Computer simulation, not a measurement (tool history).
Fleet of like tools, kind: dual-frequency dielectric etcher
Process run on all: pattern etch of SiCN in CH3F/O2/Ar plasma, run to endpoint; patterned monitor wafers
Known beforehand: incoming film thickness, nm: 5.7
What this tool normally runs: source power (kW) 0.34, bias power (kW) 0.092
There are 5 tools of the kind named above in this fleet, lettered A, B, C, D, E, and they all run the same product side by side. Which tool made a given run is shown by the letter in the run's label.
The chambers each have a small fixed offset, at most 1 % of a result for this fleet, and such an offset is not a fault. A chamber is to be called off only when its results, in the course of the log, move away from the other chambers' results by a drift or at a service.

run	day	source power (kW)	bias power (kW)	endpoint time (s)
1C	0.304	0.34	0.092	14.95
2E	0.662	0.34	0.092	14.655
3A	0.867	0.34	0.092	14.627
4B	1.275	0.34	0.092	14.925
5D	1.458	0.34	0.092	14.736
6A	1.85	0.34	0.092	14.527
7E	2.146	0.34	0.092	14.708
8C	2.338	0.34	0.092	14.841
9B	2.608	0.34	0.092	14.868
10D	2.871	0.34	0.092	14.901
11D	3.179	0.34	0.092	14.78
12A	3.588	0.34	0.092	14.702
13B	3.783	0.34	0.092	14.919
14E	4.062	0.34	0.092	14.685
15C	4.317	0.34	0.078	15.766
16E	4.538	0.34	0.078	15.633
17C	4.717	0.34	0.078	15.746
18A	4.929	0.34	0.078	15.575
19B	5.154	0.34	0.078	15.939
20D	5.538	0.34	0.092	14.803
21C	5.854	0.34	0.092	14.767
22E	6.183	0.34	0.092	14.766
23D	6.421	0.34	0.092	14.939
24A	6.712	0.34	0.092	14.643
25B	7.017	0.34	0.092	14.828
26D	7.221	0.34	0.092	14.886
# day 7.554: chamber E: wet clean of the chamber
27E	7.588	0.34	0.092	15.37
28C	7.975	0.34	0.092	14.829
# day 8.275: chamber D: wet clean of the chamber
29A	8.35	0.34	0.092	14.572
30B	8.596	0.34	0.092	14.977
31D	8.95	0.39	0.099	13.685
32C	9.271	0.39	0.099	13.72
33A	9.542	0.39	0.099	13.566
34E	9.8	0.39	0.099	14.386
35B	10.112	0.39	0.099	13.843
36E	10.383	0.34	0.092	15.496
37A	10.742	0.28	0.07	17.426
38C	11.054	0.28	0.07	17.547
39D	11.258	0.28	0.07	17.617
40B	11.558	0.28	0.07	17.682
41C	11.775	0.28	0.07	17.609
42B	12.054	0.34	0.104	14.266

Does one chamber stand apart from the rest, does the shared gauge drift, or is all well apart from small per-chamber offsets? Give the chamber and the most likely cause, where there is one.

Chamber E has stood off from the others ever since a service on it.
Cause: etch rate under this chamber's usual, % = 5.13.

Below are 4 candidate recipes for chamber E's next run, each the usual settings with a change, their results shown as question marks. Which of them brings E's results back in line with what the other chambers give on the usual settings?
In line here means within this much of the mean the other chambers give on the usual settings: endpoint time (s) 0.26
43E-1	12.35	0.36	0.098	?
43E-2	12.35	0.34	0.081	?
43E-3	12.35	0.44	0.092	?
43E-4	12.35	0.26	0.092	?

What the other chambers average on the usual settings: endpoint time (s) 14.799
run	endpoint time (s)
43E-1	14.81
43E-2	16.24
43E-3	14.093
43E-4	17.071
With 43E-1, the chamber falls back in line with the rest.
